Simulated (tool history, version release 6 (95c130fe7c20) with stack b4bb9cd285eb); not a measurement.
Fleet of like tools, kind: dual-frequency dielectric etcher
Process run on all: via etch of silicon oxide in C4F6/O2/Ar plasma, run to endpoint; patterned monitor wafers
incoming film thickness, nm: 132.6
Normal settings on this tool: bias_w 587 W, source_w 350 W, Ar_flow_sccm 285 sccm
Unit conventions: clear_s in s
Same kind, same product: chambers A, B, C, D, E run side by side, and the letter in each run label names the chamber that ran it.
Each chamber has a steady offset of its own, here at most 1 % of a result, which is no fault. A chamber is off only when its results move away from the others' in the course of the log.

Run 1C, hour 7.2: usual settings. Result: clear_s 28.917 s.
Run 2D, hour 16.9: usual settings. Result: clear_s 28.72 s.
Run 3B, hour 24.7: usual settings. Result: clear_s 28.707 s.
Run 4A, hour 37.5: usual settings. Result: clear_s 28.645 s.
Run 5E, hour 43.9: usual settings. Result: clear_s 28.374 s.
At hour 49: chamber B: wet clean of the chamber.
Run 6C, hour 52.7: usual settings. Result: clear_s 28.761 s.
Run 7D, hour 65: usual settings. Result: clear_s 28.422 s.
Run 8A, hour 72.5: usual settings. Result: clear_s 28.805 s.
Run 9B, hour 83.2: usual settings. Result: clear_s 28.889 s.
Run 10E, hour 91.8: usual settings. Result: clear_s 28.559 s.
Run 11B, hour 103.7: usual settings. Result: clear_s 28.797 s.
Run 12E, hour 110.6: usual settings. Result: clear_s 28.351 s.
Run 13C, hour 121.8: usual settings but bias_w 691 W, Ar_flow_sccm 337 sccm. Result: clear_s 27.608 s.
Run 14A, hour 135.2: usual settings but bias_w 691 W, Ar_flow_sccm 337 sccm. Result: clear_s 27.394 s.
Run 15D, hour 144.3: usual settings but bias_w 691 W, Ar_flow_sccm 337 sccm. Result: clear_s 27.515 s.
Run 16D, hour 150.4: usual settings but bias_w 691 W, Ar_flow_sccm 337 sccm. Result: clear_s 27.403 s.
Run 17B, hour 159: usual settings but bias_w 691 W, Ar_flow_sccm 337 sccm. Result: clear_s 27.482 s.
At hour 168.5: chamber C: wet clean of the chamber.
Run 18C, hour 169.3: usual settings. Result: clear_s 27.205 s.
Run 19A, hour 177.6: usual settings. Result: clear_s 29.213 s.
Run 20E, hour 186.2: usual settings. Result: clear_s 28.548 s.
Run 21C, hour 195.7: usual settings. Result: clear_s 27.13 s.
Run 22E, hour 208: usual settings. Result: clear_s 28.444 s.
Run 23D, hour 219.4: usual settings. Result: clear_s 28.612 s.
Run 24A, hour 228: usual settings. Result: clear_s 29.036 s.
Run 25B, hour 237.2: usual settings. Result: clear_s 28.956 s.
Run 26E, hour 243.7: usual settings but bias_w 634 W. Result: clear_s 27.647 s.
Run 27A, hour 257.4: usual settings but bias_w 634 W. Result: clear_s 28.214 s.
Run 28B, hour 265.9: usual settings but bias_w 634 W. Result: clear_s 28.014 s.
At hour 272.4: chamber D: wet clean of the chamber.
Run 29C, hour 278.4: usual settings but bias_w 634 W. Result: clear_s 26.695 s.
Run 30D, hour 289.9: usual settings but bias_w 634 W. Result: clear_s 27.75 s.
Run 31D, hour 301.5: usual settings. Result: clear_s 28.619 s.
Run 32A, hour 307.6: usual settings. Result: clear_s 28.587 s.
Run 33C, hour 316.6: usual settings. Result: clear_s 27.778 s.
Run 34B, hour 325.6: usual settings. Result: clear_s 28.436 s.

Has any chamber moved away from the others, gradually or after a service, or does the common gauge drift, or do the chambers differ only by their own small steady offsets? State the chamber and the most likely cause if one applies.

A service left chamber C off against the others.
Most likely cause: etch rate over this chamber's usual, % = 5.26.

Below are 4 candidate recipes for chamber C's next run, each the usual settings with a change, their results shown as question marks. Which of them brings C's results back in line with what the other chambers give on the usual settings?
To be in line, a result may differ from the other chambers' mean on the usual settings by at most: clear_s 0.56 s
Run 35C-1, hour 335.5: usual settings but Ar_flow_sccm 186 sccm. Result: clear_s ?.
Run 35C-2, hour 335.5: usual settings but bias_w 472 W, Ar_flow_sccm 301 sccm. Result: clear_s ?.
Run 35C-3, hour 335.5: usual settings but bias_w 553 W, source_w 330 W, Ar_flow_sccm 290 sccm. Result: clear_s ?.
Run 35C-4, hour 335.5: usual settings but bias_w 647 W, source_w 390 W, Ar_flow_sccm 277 sccm. Result: clear_s ?.

The other chambers' mean on the usual settings: clear_s 28.656 s
  run  clear_s
35C-1    26.17
35C-2   29.922
35C-3   28.716
35C-4   25.312
The right change is 35C-3: it brings the chamber back within the allowed miss of the others.
